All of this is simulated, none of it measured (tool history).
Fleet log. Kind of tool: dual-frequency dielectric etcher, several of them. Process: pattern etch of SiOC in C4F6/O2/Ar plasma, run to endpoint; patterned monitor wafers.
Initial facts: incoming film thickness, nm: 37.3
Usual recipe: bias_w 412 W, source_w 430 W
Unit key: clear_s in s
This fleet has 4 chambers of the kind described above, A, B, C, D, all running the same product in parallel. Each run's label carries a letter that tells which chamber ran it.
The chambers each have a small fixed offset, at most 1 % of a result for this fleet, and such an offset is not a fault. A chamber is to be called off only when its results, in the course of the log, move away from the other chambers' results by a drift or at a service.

run 1B hour=2.8 | bias_w=412 source_w=430 | clear_s=13.143
run 2A hour=6 | bias_w=412 source_w=430 | clear_s=13.167
run 3D hour=11.4 | bias_w=412 source_w=430 | clear_s=13.255
run 4C hour=14.9 | bias_w=412 source_w=430 | clear_s=13.068
run 5D hour=17.9 | bias_w=412 source_w=430 | clear_s=13.197
run 6A hour=22.6 | bias_w=412 source_w=430 | clear_s=13.137
run 7B hour=27.9 | bias_w=412 source_w=430 | clear_s=13.125
run 8C hour=31.9 | bias_w=412 source_w=430 | clear_s=13.07
run 9A hour=37.5 | bias_w=412 source_w=430 | clear_s=13.121
run 10C hour=40.3 | bias_w=412 source_w=430 | clear_s=13.136
run 11B hour=43.3 | bias_w=412 source_w=430 | clear_s=13.217
run 12D hour=46 | bias_w=412 source_w=430 | clear_s=13.28
run 13D hour=51 | bias_w=412 source_w=430 | clear_s=13.225
run 14B hour=54.2 | bias_w=412 source_w=470 | clear_s=12.779
run 15A hour=56.6 | bias_w=412 source_w=470 | clear_s=12.727
run 16C hour=59.4 | bias_w=412 source_w=470 | clear_s=12.741
run 17A hour=62.2 | bias_w=412 source_w=470 | clear_s=12.693
run 18D hour=65.9 | bias_w=448 source_w=430 | clear_s=12.793
run 19C hour=68.3 | bias_w=448 source_w=430 | clear_s=12.714
run 20B hour=72.8 | bias_w=448 source_w=430 | clear_s=12.785
-- hour=76 chamber C: wet clean of the chamber
run 21D hour=77.7 | bias_w=448 source_w=430 | clear_s=12.784
run 22B hour=81.1 | bias_w=412 source_w=430 | clear_s=13.11
run 23C hour=84.7 | bias_w=412 source_w=430 | clear_s=12.735
run 24A hour=87.8 | bias_w=412 source_w=430 | clear_s=13.05
run 25B hour=91.9 | bias_w=412 source_w=430 | clear_s=13.159
run 26C hour=96.3 | bias_w=412 source_w=430 | clear_s=12.738
run 27D hour=98.9 | bias_w=412 source_w=430 | clear_s=13.204
run 28A hour=101.8 | bias_w=412 source_w=430 | clear_s=13.085
run 29D hour=106.2 | bias_w=412 source_w=430 | clear_s=13.125
run 30B hour=109.3 | bias_w=412 source_w=430 | clear_s=13.216
run 31A hour=111.7 | bias_w=412 source_w=430 | clear_s=13.171
run 32C hour=116.2 | bias_w=412 source_w=430 | clear_s=12.711
run 33C hour=120 | bias_w=412 source_w=430 | clear_s=12.762
run 34B hour=125.4 | bias_w=444 source_w=430 | clear_s=12.779
run 35A hour=128.3 | bias_w=444 source_w=430 | clear_s=12.728
run 36D hour=133.3 | bias_w=444 source_w=430 | clear_s=12.92
run 37B hour=138.3 | bias_w=444 source_w=430 | clear_s=12.76
run 38D hour=141.5 | bias_w=412 source_w=430 | clear_s=13.274
run 39A hour=145.1 | bias_w=412 source_w=430 | clear_s=12.968

For the next run the whole fleet of 4 chambers uses the same settings. Give each chamber's results:
run 40A hour=149.1 | bias_w=479 source_w=430 | clear_s=?
run 40B hour=149.1 | bias_w=479 source_w=430 | clear_s=?
run 40C hour=149.1 | bias_w=479 source_w=430 | clear_s=?
run 40D hour=149.1 | bias_w=479 source_w=430 | clear_s=?

run=40A clear_s=12.365
run=40B clear_s=12.424
run=40C clear_s=12.106
run=40D clear_s=12.598

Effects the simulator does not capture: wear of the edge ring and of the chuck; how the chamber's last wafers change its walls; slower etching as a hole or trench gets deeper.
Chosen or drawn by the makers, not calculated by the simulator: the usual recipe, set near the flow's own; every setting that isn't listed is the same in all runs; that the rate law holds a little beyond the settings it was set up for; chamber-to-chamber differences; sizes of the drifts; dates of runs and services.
